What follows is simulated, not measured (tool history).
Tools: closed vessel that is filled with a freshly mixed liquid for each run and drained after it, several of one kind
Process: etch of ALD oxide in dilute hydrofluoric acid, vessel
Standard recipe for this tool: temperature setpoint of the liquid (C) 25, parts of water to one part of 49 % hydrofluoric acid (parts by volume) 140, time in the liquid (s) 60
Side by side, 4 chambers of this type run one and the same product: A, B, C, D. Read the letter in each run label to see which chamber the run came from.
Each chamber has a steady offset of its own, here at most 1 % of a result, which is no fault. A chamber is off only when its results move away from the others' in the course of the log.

run,day,temperature setpoint of the liquid (C),parts of water to one part of 49 % hydrofluoric acid (parts by volume),time in the liquid (s),hours since the thermometer was replaced,hours since the hydrofluoric acid flow meter was replaced,"read-back film thickness of the ALD oxide reference wafer, read on the same gauge (nm)",thickness taken off the ALD oxide on a monitor wafer (nm)
1D,0.588,25,140,60,213.6,483.2,59.987,9.0833
2A,0.933,25,140,60,1124.7,283.7,59.977,9.0568
3B,1.229,25,140,60,1013.7,281.8,59.963,8.9970
4C,1.579,25,140,60,778.4,1526.6,60.016,9.2146
# day 2.017: chamber B: thermometer replaced
5D,2.175,25,140,60,251.7,521.3,59.995,9.0998
6A,2.679,25,140,60,1166.6,325.6,60.035,9.0494
7C,3.121,25,140,60,815.4,1563.6,60.005,9.1865
8B,3.775,25,140,60,42.2,342.9,59.996,9.0899
9B,4.329,25,140,60,55.5,356.2,60.043,8.9812
10C,4.746,21,140,60,854.4,1602.6,59.986,7.8778
11D,5.238,21,140,60,325.2,594.8,60.020,7.8118
12A,5.662,21,140,60,1238.2,397.2,60.025,7.7830
13A,6.062,21,140,60,1247.8,406.8,59.977,7.7883
14C,6.717,25,140,60,901.7,1649.9,59.980,9.1820
15B,7.325,25,140,60,127.4,428.1,60.036,9.0600
# day 7.458: chamber A: hydrofluoric acid flow meter replaced
16D,7.796,25,140,60,386.6,656.2,59.948,9.0316
17C,8.346,25,140,60,940.8,1689.0,59.986,9.2472
18D,8.796,25,140,60,410.6,680.2,60.046,9.1019
19B,9.312,25,140,60,175.1,475.8,59.990,9.0576
20A,9.750,25,140,60,1336.3,55.0,60.042,9.0477
21B,10.058,25,140,60,193.0,493.7,59.985,9.0086
22D,10.533,25,140,60,452.3,721.9,60.022,9.0789
23C,11.171,25,140,60,1008.6,1756.8,60.041,9.1965
24A,11.700,25,140,60,1383.1,101.8,60.012,9.0723
25C,12.212,25,140,60,1033.6,1781.8,60.009,9.1603

One chamber off, gauge drift, or nothing amiss beyond the chambers' own small offsets? If it is a chamber, which one, and what is the likeliest cause?

All chambers stay in line apart from their small fixed offsets, and the gauge does not drift.

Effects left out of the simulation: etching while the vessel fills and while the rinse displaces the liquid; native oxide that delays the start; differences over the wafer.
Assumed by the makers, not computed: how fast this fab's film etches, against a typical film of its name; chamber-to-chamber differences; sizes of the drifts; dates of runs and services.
